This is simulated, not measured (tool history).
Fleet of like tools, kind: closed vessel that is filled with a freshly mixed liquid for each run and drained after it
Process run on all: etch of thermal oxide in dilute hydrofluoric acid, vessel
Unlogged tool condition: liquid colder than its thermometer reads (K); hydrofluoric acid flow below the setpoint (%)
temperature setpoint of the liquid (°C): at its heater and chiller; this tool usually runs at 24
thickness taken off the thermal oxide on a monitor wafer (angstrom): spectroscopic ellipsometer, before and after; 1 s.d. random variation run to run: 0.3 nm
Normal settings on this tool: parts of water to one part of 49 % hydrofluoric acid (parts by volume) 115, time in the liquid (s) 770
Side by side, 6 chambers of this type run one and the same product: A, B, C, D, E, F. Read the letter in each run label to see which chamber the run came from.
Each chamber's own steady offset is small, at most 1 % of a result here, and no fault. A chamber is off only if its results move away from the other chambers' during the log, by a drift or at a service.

run     day  temperature setpoint of the liquid (°C)  parts of water to one part of 49 % hydrofluoric acid (parts by volume)  time in the liquid (s)  hours since the thermometer was replaced  hours since the hydrofluoric acid flow meter was replaced  read-back film thickness of the thermal oxide reference wafer, read on the same gauge (nm)  thickness taken off the thermal oxide on a monitor wafer (angstrom)
 1F   0.467                                       24                                                                     115                     770                                     334.5                                                       95.1                                                                                      109.99                                                               304.63
 2E   1.025                                       24                                                                     115                     770                                    2117.7                                                      187.7                                                                                      110.01                                                               303.19
 3D   1.488                                       24                                                                     115                     770                                    1429.0                                                     1087.5                                                                                      109.98                                                               308.87
 4A   2.029                                       24                                                                     115                     770                                      69.7                                                     1058.8                                                                                      110.02                                                               309.16
 5C   2.367                                       24                                                                     115                     770                                    2068.0                                                     1161.0                                                                                      110.01                                                               301.41
 6B   2.796                                       24                                                                     115                     770                                    1165.2                                                     1535.7                                                                                      110.00                                                               310.63
 7D   3.367                                       24                                                                     115                     770                                    1474.1                                                     1132.6                                                                                      110.00                                                               305.67
      3.942  -- chamber B: hydrofluoric acid flow meter replaced
 8E   4.062                                       24                                                                     115                     770                                    2190.6                                                      260.6                                                                                      110.01                                                               312.19
 9F   4.458                                       24                                                                     115                     770                                     430.3                                                      190.9                                                                                      110.00                                                               308.19
10C   4.900                                       24                                                                     115                     770                                    2128.8                                                     1221.8                                                                                      109.99                                                               304.80
11A   5.517                                       24                                                                     115                     770                                     153.4                                                     1142.5                                                                                      110.01                                                               305.45
12B   5.879                                       24                                                                     115                     770                                    1239.2                                                       46.6                                                                                      109.99                                                               307.01
13B   6.258                                       20                                                                     115                     565                                    1248.3                                                       55.7                                                                                      110.00                                                               193.49
14A   6.729                                       20                                                                     115                     565                                     182.5                                                     1171.6                                                                                      110.01                                                               195.21
15C   7.092                                       20                                                                     115                     565                                    2181.4                                                     1274.4                                                                                      110.02                                                               192.90
16D   7.404                                       20                                                                     115                     565                                    1571.0                                                     1229.5                                                                                      110.00                                                               189.77
      7.758  -- chamber E: thermometer replaced
17E   8.000                                       20                                                                     115                     565                                       5.9                                                      355.1                                                                                      109.99                                                               192.19
18F   8.412                                       20                                                                     115                     565                                     525.2                                                      285.8                                                                                      110.00                                                               191.51
19D   8.975                                       24                                                                     115                     770                                    1608.7                                                     1267.2                                                                                      110.00                                                               306.34
20C   9.654                                       24                                                                     115                     770                                    2242.9                                                     1335.9                                                                                      110.00                                                               305.57
21B  10.000                                       24                                                                     115                     770                                    1338.1                                                      145.5                                                                                      109.98                                                               306.48
22E  10.321                                       24                                                                      65                     770                                      61.6                                                      410.8                                                                                      109.99                                                               581.49
23A  10.867                                       24                                                                      65                     770                                     281.8                                                     1270.9                                                                                      109.99                                                               584.02
24F  11.508                                       24                                                                      65                     770                                     599.5                                                      360.1                                                                                      110.00                                                               591.60
25A  12.075                                       24                                                                      65                     770                                     310.8                                                     1299.9                                                                                      110.02                                                               583.61
26D  12.633                                       24                                                                      65                     770                                    1696.5                                                     1355.0                                                                                      109.99                                                               583.21
27F  13.062                                       24                                                                      65                     770                                     636.8                                                      397.4                                                                                      110.00                                                               590.52
28C  13.675                                       24                                                                     115                     770                                    2339.4                                                     1432.4                                                                                      110.01                                                               307.91
29E  14.096                                       24                                                                     145                     770                                     152.2                                                      501.4                                                                                      110.00                                                               237.63
30B  14.483                                       24                                                                     145                     770                                    1445.7                                                      253.1                                                                                      110.02                                                               225.58
31E  14.883                                       24                                                                     145                     770                                     171.1                                                      520.3                                                                                      110.01                                                               236.72
32A  15.375                                       24                                                                     145                     770                                     390.0                                                     1379.1                                                                                      110.01                                                               238.64
33F  15.875                                       24                                                                     145                     770                                     704.3                                                      464.9                                                                                      110.01                                                               234.17
34B  16.375                                       24                                                                     145                     770                                    1491.1                                                      298.5                                                                                      110.00                                                               223.17
35D  16.825                                       24                                                                     115                     770                                    1797.1                                                     1455.6                                                                                      110.00                                                               309.42
     17.075  -- chamber F: hydrofluoric acid flow meter replaced
36C  17.367                                       24                                                                      55                     770                                    2428.0                                                     1521.0                                                                                      109.99                                                               675.79
37C  17.833                                       24                                                                      55                     770                                    2439.2                                                     1532.2                                                                                      110.00                                                               664.79
38F  18.204                                       24                                                                      55                     770                                     760.2                                                       27.2                                                                                      110.01                                                               705.84
39B  18.604                                       24                                                                      55                     770                                    1544.6                                                      352.0                                                                                      109.99                                                               630.98
40E  18.950                                       24                                                                      55                     770                                     268.7                                                      617.9                                                                                      109.99                                                               693.83

Next, all 6 chambers run the settings below, one line each with question marks for the results. What does each chamber give?
41A  19.450                                       24                                                                     155                     770                                                                                                                                                                                                                                                                     ?
41B  19.450                                       24                                                                     155                     770                                                                                                                                                                                                                                                                     ?
41C  19.450                                       24                                                                     155                     770                                                                                                                                                                                                                                                                     ?
41D  19.450                                       24                                                                     155                     770                                                                                                                                                                                                                                                                     ?
41E  19.450                                       24                                                                     155                     770                                                                                                                                                                                                                                                                     ?
41F  19.450                                       24                                                                     155                     770                                                                                                                                                                                                                                                                     ?

run  thickness taken off the thermal oxide on a monitor wafer (angstrom)
41A                                                               218.55
41B                                                               205.93
41C                                                               219.94
41D                                                               214.42
41E                                                               220.85
41F                                                               219.51
